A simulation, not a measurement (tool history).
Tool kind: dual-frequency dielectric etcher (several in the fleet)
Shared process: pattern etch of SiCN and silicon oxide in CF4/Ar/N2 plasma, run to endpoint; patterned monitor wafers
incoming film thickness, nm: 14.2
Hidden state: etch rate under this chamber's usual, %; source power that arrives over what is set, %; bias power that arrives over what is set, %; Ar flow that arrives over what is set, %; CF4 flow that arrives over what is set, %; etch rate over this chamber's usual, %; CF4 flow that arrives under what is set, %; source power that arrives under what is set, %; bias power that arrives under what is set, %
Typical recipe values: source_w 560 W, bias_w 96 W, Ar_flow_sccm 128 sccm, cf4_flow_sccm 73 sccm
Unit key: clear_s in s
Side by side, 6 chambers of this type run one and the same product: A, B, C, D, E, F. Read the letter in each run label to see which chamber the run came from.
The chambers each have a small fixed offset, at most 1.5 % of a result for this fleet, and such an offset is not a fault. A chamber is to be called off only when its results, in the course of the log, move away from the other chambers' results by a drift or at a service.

run     day  source_w  bias_w  Ar_flow_sccm  cf4_flow_sccm  hours since the last wet clean  hours since the last source power generator calibration  hours since the last bias power generator calibration  hours since the last Ar flow controller change  hours since the last CF4 flow controller change  clear_s
 1B   0.258       560      96           128             73                             9.6                                                   2060.8                                                 1045.3                                          2393.8                                             3604   12.886
        0.3  -- chamber A: bias power generator calibrated
 2E   0.496       560      96           128             73                           348.9                                                   1286.2                                                  279.6                                          1782.5                                             1789   12.761
 3A   0.917       560      96           128             73                           149.2                                                     1614                                                   14.9                                           241.3                                           1900.1   12.622
 4D   1.196       560      96           128             73                           187.6                                                    203.9                                                 1308.8                                          1181.2                                            902.9   12.574
 5F   1.571       480      77           128             73                           318.2                                                   2336.1                                                  460.6                                           218.9                                             47.9   15.783
 6C   1.867       480      77           128             73                           587.9                                                    583.2                                                 3565.7                                          3620.3                                            729.5   15.799
 7B   2.088       480      77           128             73                            53.5                                                   2104.7                                                 1089.2                                          2437.7                                           3647.9   15.717
 8E   2.421       480      77           128             73                           395.1                                                   1332.4                                                  325.8                                          1828.7                                           1835.2   15.644
 9F   2.767       480      77           128             73                           346.9                                                   2364.8                                                  489.3                                           247.6                                             76.6   15.747
10C   3.104       480      77           128             73                           617.6                                                    612.9                                                 3595.4                                            3650                                            759.2   15.682
      3.133  -- chamber C: wet clean of the chamber
11D   3.475       560      96           128             73                           242.3                                                    258.6                                                 1363.5                                          1235.9                                            957.6    12.55
12A   3.792       560      96           128             73                           218.2                                                     1683                                                   83.9                                           310.3                                           1969.1   12.561
13E   4.038       560      96           128             73                           433.9                                                   1371.2                                                  364.6                                          1867.5                                             1874    12.57
      4.092  -- chamber E: wet clean of the chamber
14B     4.3       560      96           128             73                           106.6                                                   2157.8                                                 1142.3                                          2490.8                                             3701   12.835
15F   4.633       560      96           108             86                           391.7                                                   2409.6                                                  534.1                                           292.4                                            121.4    12.08
16C   4.888       560      96           108             86                            42.2                                                    655.7                                                 3638.2                                          3692.8                                              802   12.155
17A   5.142       560      96           108             86                           250.6                                                   1715.4                                                  116.3                                           342.7                                           2001.5   11.947
18D   5.454       560      96           108             86                           289.8                                                    306.1                                                   1411                                          1283.4                                           1005.1   11.926
19E   5.788       560      96           108             86                            40.8                                                   1413.2                                                  406.6                                          1909.5                                             1916   12.103
20A   6.188       560      96           108             86                           275.7                                                   1740.5                                                  141.4                                           367.8                                           2026.6    12.09
21F   6.421       560      96           128             73                           434.6                                                   2452.5                                                    577                                           335.3                                            164.3   12.757
22B   6.658       560      96           128             73                           163.2                                                   2214.4                                                 1198.9                                          2547.4                                           3757.6   12.799
23D   7.033       560      96           128             73                           327.7                                                      344                                                 1448.9                                          1321.3                                             1043   12.572
24C   7.346       630      75           128             73                           101.2                                                    714.7                                                 3697.2                                          3751.8                                              861   12.471
25A   7.621       630      75           128             73                           310.1                                                   1774.9                                                  175.8                                           402.2                                             2061   12.442
26E   8.033       630      75           128             73                            94.7                                                   1467.1                                                  460.5                                          1963.4                                           1969.9   12.437
27B   8.454       630      75           128             73                           206.3                                                   2257.5                                                   1242                                          2590.5                                           3800.7   12.541
28C   8.729       630      75           128             73                           134.4                                                    747.9                                                 3730.4                                            3785                                            894.2   12.452
29D       9       630      75           128             73                           374.9                                                    391.2                                                 1496.1                                          1368.5                                           1090.2   12.399
30F   9.208       560      96           128             73                           501.5                                                   2519.4                                                  643.9                                           402.2                                            231.2   13.091
31A   9.554       560      96           128             73                           356.5                                                   1821.3                                                  222.2                                           448.6                                           2107.4   12.573
32E   9.854       560      96           128             73                           138.4                                                   1510.8                                                  504.2                                          2007.1                                           2013.6   12.609
33B  10.262       560      96           128             73                           249.7                                                   2300.9                                                 1285.4                                          2633.9                                           3844.1   12.838
     10.646  -- chamber A: wet clean of the chamber
34C  10.671       560      96           128             73                             181                                                    794.5                                                   3777                                          3831.6                                            940.8   12.661
     10.729  -- chamber D: wet clean of the chamber
35D  11.062       560      96           128             73                             8.1                                                    440.7                                                 1545.6                                            1418                                           1139.7    12.44
36F  11.288       560      96           128             73                           551.4                                                   2569.3                                                  693.8                                           452.1                                            281.1   13.001
37F  11.583       560      96           128             73                           558.5                                                   2576.4                                                  700.9                                           459.2                                            288.2   13.246
38C   11.95       560      96           128             73                           211.7                                                    825.2                                                 3807.7                                          3862.3                                            971.5   12.677
39D  12.262       560      96           128             73                            36.9                                                    469.5                                                 1574.4                                          1446.8                                           1168.5   12.511
40A  12.571       560      96           128             73                            46.2                                                   1893.7                                                  294.6                                             521                                           2179.8    12.63
41B  12.825       560      96           128             73                           311.2                                                   2362.4                                                 1346.9                                          2695.4                                           3905.6   12.856

Next, all 6 chambers run the settings below, one line each with question marks for the results. What does each chamber give?
42A  13.129       560      96           128             73                                                                                                                                                                                                                                                         ?
42B  13.129       560      96           128             73                                                                                                                                                                                                                                                         ?
42C  13.129       560      96           128             73                                                                                                                                                                                                                                                         ?
42D  13.129       560      96           128             73                                                                                                                                                                                                                                                         ?
42E  13.129       560      96           128             73                                                                                                                                                                                                                                                         ?
42F  13.129       560      96           128             73                                                                                                                                                                                                                                                         ?

run  clear_s
42A   12.736
42B   12.749
42C   12.745
42D   12.595
42E   12.697
42F   13.283

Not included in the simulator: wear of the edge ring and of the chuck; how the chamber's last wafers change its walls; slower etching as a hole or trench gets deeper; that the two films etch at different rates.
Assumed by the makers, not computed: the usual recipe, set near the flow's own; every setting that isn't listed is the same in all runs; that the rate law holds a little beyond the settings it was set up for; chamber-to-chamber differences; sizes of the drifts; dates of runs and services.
